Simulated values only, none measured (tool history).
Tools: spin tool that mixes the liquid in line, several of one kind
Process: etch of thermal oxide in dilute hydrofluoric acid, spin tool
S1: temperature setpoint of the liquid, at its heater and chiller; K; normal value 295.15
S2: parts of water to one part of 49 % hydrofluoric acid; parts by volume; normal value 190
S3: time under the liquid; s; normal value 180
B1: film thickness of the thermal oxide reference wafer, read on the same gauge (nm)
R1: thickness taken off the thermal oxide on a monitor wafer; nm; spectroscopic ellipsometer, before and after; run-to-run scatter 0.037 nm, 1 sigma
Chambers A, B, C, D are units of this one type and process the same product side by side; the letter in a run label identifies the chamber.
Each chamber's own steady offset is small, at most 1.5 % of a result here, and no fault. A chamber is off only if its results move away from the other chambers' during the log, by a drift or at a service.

| run | hour | S1 | S2 | S3 | B1 | R1 |
|---|---|---|---|---|---|---|
| 1C | 9.2 | 295.15 | 190 | 180 | 89.993 | 3.6722 |
| 2D | 20.3 | 295.15 | 190 | 180 | 90.014 | 3.7149 |
| 3A | 31.1 | 295.15 | 190 | 180 | 90.023 | 3.6764 |
| 4B | 42.6 | 295.15 | 190 | 180 | 90.031 | 3.7368 |
| 5D | 49.9 | 295.15 | 190 | 180 | 89.989 | 3.7274 |
| 6A | 58.0 | 295.15 | 190 | 180 | 89.975 | 3.6539 |
| 7C | 70.5 | 295.15 | 190 | 180 | 90.016 | 3.6961 |
| 8B | 82.2 | 295.15 | 190 | 180 | 89.982 | 3.6840 |
| 9B | 88.6 | 295.15 | 190 | 180 | 89.960 | 3.6815 |
| 10C | 98.0 | 295.15 | 190 | 180 | 89.955 | 3.6326 |
| 11A | 110.8 | 295.15 | 190 | 180 | 90.002 | 3.6560 |
| 12D | 119.3 | 295.15 | 190 | 180 | 90.023 | 3.6922 |
| 13D | 127.5 | 295.15 | 190 | 180 | 89.983 | 3.6786 |
| 14B | 134.8 | 295.15 | 190 | 180 | 89.999 | 3.7552 |
| 15A | 141.6 | 295.15 | 190 | 180 | 89.987 | 3.5960 |
| 16C | 154.3 | 295.15 | 190 | 180 | 90.004 | 3.6533 |
| 17A | 167.5 | 295.15 | 190 | 180 | 89.997 | 3.6347 |
|  | 174.0 | chamber B: thermometer replaced |
| 18D | 179.5 | 295.15 | 190 | 180 | 90.014 | 3.7139 |
| 19B | 189.8 | 297.15 | 250 | 180 | 90.040 | 2.8696 |
| 20C | 195.6 | 297.15 | 250 | 180 | 89.995 | 2.8267 |
| 21C | 205.1 | 297.15 | 250 | 180 | 89.942 | 2.8467 |
| 22A | 211.1 | 297.15 | 250 | 180 | 89.980 | 2.7692 |
| 23B | 217.6 | 295.15 | 190 | 180 | 90.027 | 3.7083 |
| 24D | 223.7 | 295.15 | 190 | 180 | 90.017 | 3.7146 |
| 25C | 232.9 | 295.15 | 190 | 180 | 89.959 | 3.6414 |
| 26B | 241.3 | 295.15 | 190 | 180 | 89.956 | 3.7174 |
| 27D | 252.7 | 295.15 | 190 | 180 | 90.026 | 3.7192 |
| 28A | 264.1 | 295.15 | 190 | 180 | 89.971 | 3.6251 |
| 29C | 272.1 | 295.15 | 190 | 180 | 89.989 | 3.7142 |
|  | 282.5 | chamber B: hydrofluoric acid flow meter replaced |
| 30B | 283.4 | 295.15 | 190 | 180 | 89.975 | 3.6130 |
| 31A | 293.9 | 295.15 | 190 | 180 | 89.982 | 3.6571 |
| 32D | 304.5 | 295.15 | 190 | 180 | 90.035 | 3.6881 |

Read the log: is a single chamber off, either drifting away or since a service, is the gauge that measures every chamber drifting, or is nothing wrong beyond small per-chamber offsets? Name any odd chamber and what most likely caused it.

All chambers stay in line apart from their small fixed offsets, and the gauge does not drift.
